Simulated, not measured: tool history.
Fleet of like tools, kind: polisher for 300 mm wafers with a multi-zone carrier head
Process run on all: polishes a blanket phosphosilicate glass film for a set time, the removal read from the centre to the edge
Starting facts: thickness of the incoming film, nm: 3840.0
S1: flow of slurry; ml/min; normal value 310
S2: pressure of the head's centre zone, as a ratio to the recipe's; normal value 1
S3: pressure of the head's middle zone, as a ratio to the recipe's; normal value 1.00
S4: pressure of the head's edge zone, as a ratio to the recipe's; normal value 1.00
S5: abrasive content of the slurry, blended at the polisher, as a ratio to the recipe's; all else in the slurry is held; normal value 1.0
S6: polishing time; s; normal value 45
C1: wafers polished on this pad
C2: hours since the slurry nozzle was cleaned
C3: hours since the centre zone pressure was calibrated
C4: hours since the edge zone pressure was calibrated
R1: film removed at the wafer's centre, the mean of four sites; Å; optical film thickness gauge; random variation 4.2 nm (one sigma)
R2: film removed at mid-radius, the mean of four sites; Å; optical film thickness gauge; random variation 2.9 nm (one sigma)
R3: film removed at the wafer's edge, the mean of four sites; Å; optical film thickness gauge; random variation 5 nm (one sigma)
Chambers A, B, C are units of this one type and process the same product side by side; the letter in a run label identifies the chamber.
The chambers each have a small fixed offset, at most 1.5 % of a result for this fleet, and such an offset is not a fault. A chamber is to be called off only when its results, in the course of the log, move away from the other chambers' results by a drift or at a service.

| run | day | S1 | S2 | S3 | S4 | S5 | S6 | C1 | C2 | C3 | C4 | R1 | R2 | R3 |
|---|---|---|---|---|---|---|---|---|---|---|---|---|---|---|
| 1A | 0.379 | 310 | 1 | 1.00 | 1.00 | 1.0 | 45 | 549 | 146.6 | 135.7 | 566.7 | 3433.9 | 3480.1 | 3394.1 |
| 2B | 0.567 | 310 | 1 | 1.00 | 1.00 | 1.0 | 45 | 379 | 77.5 | 146.5 | 144.3 | 3389.7 | 3432.0 | 3401.1 |
| 3C | 0.954 | 310 | 1 | 1.00 | 1.00 | 1.0 | 45 | 1049 | 315.1 | 303.0 | 1113.2 | 3366.7 | 3398.0 | 3460.1 |
| 4C | 1.238 | 310 | 1 | 1.00 | 1.00 | 1.0 | 45 | 1092 | 321.9 | 309.8 | 1120.0 | 3362.2 | 3374.4 | 3511.6 |
| 5B | 1.575 | 310 | 1 | 1.00 | 1.00 | 1.0 | 45 | 532 | 101.7 | 170.7 | 168.5 | 3466.1 | 3402.2 | 3345.2 |
| 6A | 1.783 | 400 | 1 | 1.08 | 1.00 | 1.0 | 45 | 762 | 180.3 | 169.4 | 600.4 | 3497.3 | 3733.5 | 3468.8 |
| 7A | 2.042 | 400 | 1 | 1.08 | 1.00 | 1.0 | 45 | 801 | 186.5 | 175.6 | 606.6 | 3447.2 | 3749.8 | 3400.6 |
|  | 2.275 | chamber C: worn pad replaced by a new one |
| 8C | 2.417 | 400 | 1 | 1.08 | 1.00 | 1.0 | 45 | 21 | 350.2 | 338.1 | 1148.3 | 3474.6 | 3785.6 | 3467.5 |
| 9B | 2.588 | 310 | 1 | 1.00 | 1.00 | 1.0 | 45 | 685 | 126.0 | 195.0 | 192.8 | 3503.0 | 3482.7 | 3463.4 |
| 10C | 2.838 | 310 | 1 | 1.00 | 1.00 | 1.0 | 45 | 85 | 360.3 | 348.2 | 1158.4 | 3437.4 | 3403.5 | 3429.8 |
|  | 3.196 | chamber B: worn pad replaced by a new one |
| 11B | 3.217 | 310 | 1 | 1.00 | 1.00 | 1.0 | 45 | 3 | 141.1 | 210.1 | 207.9 | 3405.2 | 3408.2 | 3373.7 |
| 12A | 3.417 | 310 | 1 | 1.00 | 1.00 | 1.2 | 45 | 1009 | 219.5 | 208.6 | 639.6 | 3564.7 | 3548.2 | 3608.7 |
| 13A | 3.746 | 310 | 1 | 1.00 | 1.00 | 1.2 | 45 | 1059 | 227.4 | 216.5 | 647.5 | 3532.3 | 3576.1 | 3513.0 |
| 14C | 4.112 | 310 | 1 | 1.00 | 1.00 | 1.2 | 45 | 278 | 390.9 | 378.8 | 1189.0 | 3648.6 | 3691.7 | 3809.8 |
| 15B | 4.379 | 310 | 1 | 1.00 | 0.96 | 1.0 | 45 | 179 | 169.0 | 238.0 | 235.8 | 3378.5 | 3399.1 | 3381.1 |
| 16A | 4.738 | 310 | 1 | 1.00 | 0.96 | 1.0 | 45 | 1210 | 251.2 | 240.3 | 671.3 | 3195.8 | 3187.7 | 3104.1 |
| 17C | 5.046 | 310 | 1 | 1.00 | 0.96 | 1.0 | 45 | 420 | 413.3 | 401.2 | 1211.4 | 3330.5 | 3465.0 | 3397.3 |
| 18B | 5.217 | 310 | 1 | 1.00 | 1.00 | 1.0 | 45 | 306 | 189.1 | 258.1 | 255.9 | 3366.3 | 3411.5 | 3410.4 |
| 19C | 5.562 | 310 | 1 | 1.00 | 1.00 | 1.0 | 45 | 498 | 425.7 | 413.6 | 1223.8 | 3402.4 | 3346.7 | 3482.2 |
| 20B | 5.796 | 310 | 1 | 1.00 | 1.00 | 1.0 | 45 | 394 | 203.0 | 272.0 | 269.8 | 3391.7 | 3403.2 | 3453.5 |
| 21A | 6.142 | 310 | 1 | 1.00 | 1.00 | 1.0 | 45 | 1422 | 284.9 | 274.0 | 705.0 | 3099.3 | 3163.5 | 3133.7 |
|  | 6.154 | chamber A: edge zone pressure recalibrated |
| 22B | 6.317 | 310 | 1 | 1.00 | 1.00 | 1.0 | 45 | 473 | 215.5 | 284.5 | 282.3 | 3510.3 | 3430.1 | 3440.3 |
| 23C | 6.538 | 310 | 1 | 1.00 | 1.00 | 1.0 | 45 | 646 | 449.1 | 437.0 | 1247.2 | 3349.5 | 3410.3 | 3474.5 |
| 24A | 6.838 | 310 | 1 | 1.00 | 1.00 | 1.0 | 45 | 1528 | 301.6 | 290.7 | 16.4 | 3095.2 | 3101.0 | 3181.0 |
| 25C | 7.088 | 310 | 1 | 1.00 | 1.00 | 1.0 | 45 | 729 | 462.3 | 450.2 | 1260.4 | 3387.0 | 3444.8 | 3438.3 |
| 26A | 7.300 | 310 | 1 | 1.00 | 1.00 | 1.0 | 45 | 1598 | 312.7 | 301.8 | 27.5 | 3039.5 | 3102.1 | 3026.6 |
| 27B | 7.542 | 310 | 1 | 1.00 | 1.00 | 1.0 | 45 | 659 | 244.9 | 313.9 | 311.7 | 3360.2 | 3361.9 | 3393.1 |
| 28B | 7.912 | 260 | 1 | 1.00 | 1.00 | 1.0 | 45 | 715 | 253.8 | 322.8 | 320.6 | 3366.1 | 3381.9 | 3362.1 |

Read the log: is a single chamber off, either drifting away or since a service, is the gauge that measures every chamber drifting, or is nothing wrong beyond small per-chamber offsets? Name any odd chamber and what most likely caused it.

One chamber, A, drifts off from the rest bit by bit.
Likeliest cause: removal rate lost through wear of the pad, % = 11.8.

Which of the 4 candidates below, each the usual settings with something changed and its results left as question marks, puts chamber A back in line with what the other chambers give on the usual settings?
A result is in line if it is within this distance of the other chambers' mean on the usual settings: R1 150.0 Å; R2 100.0 Å; R3 180.0 Å
| 29A-1 | 8.192 | 310 | 1.01 | 1.02 | 0.98 | 0.95 | 38 |  |  |  |  | ? | ? | ? |
| 29A-2 | 8.192 | 310 | 1.00 | 0.99 | 1.02 | 1.05 | 50 |  |  |  |  | ? | ? | ? |
| 29A-3 | 8.192 | 310 | 1.01 | 1.01 | 0.98 | 0.95 | 41 |  |  |  |  | ? | ? | ? |
| 29A-4 | 8.192 | 310 | 0.99 | 0.98 | 1.02 | 1.05 | 53 |  |  |  |  | ? | ? | ? |

Average result of the remaining chambers running the usual settings: R1 3397.2 Å; R2 3418.6 Å; R3 3427.3 Å
| run | R1 | R2 | R3 |
|---|---|---|---|
| 29A-1 | 2525.8 | 2565.2 | 2447.6 |
| 29A-2 | 3446.6 | 3444.0 | 3450.3 |
| 29A-3 | 2725.0 | 2743.0 | 2641.2 |
| 29A-4 | 3613.8 | 3617.3 | 3657.8 |
Change 29A-2 lands the chamber within the allowed miss of the other chambers.

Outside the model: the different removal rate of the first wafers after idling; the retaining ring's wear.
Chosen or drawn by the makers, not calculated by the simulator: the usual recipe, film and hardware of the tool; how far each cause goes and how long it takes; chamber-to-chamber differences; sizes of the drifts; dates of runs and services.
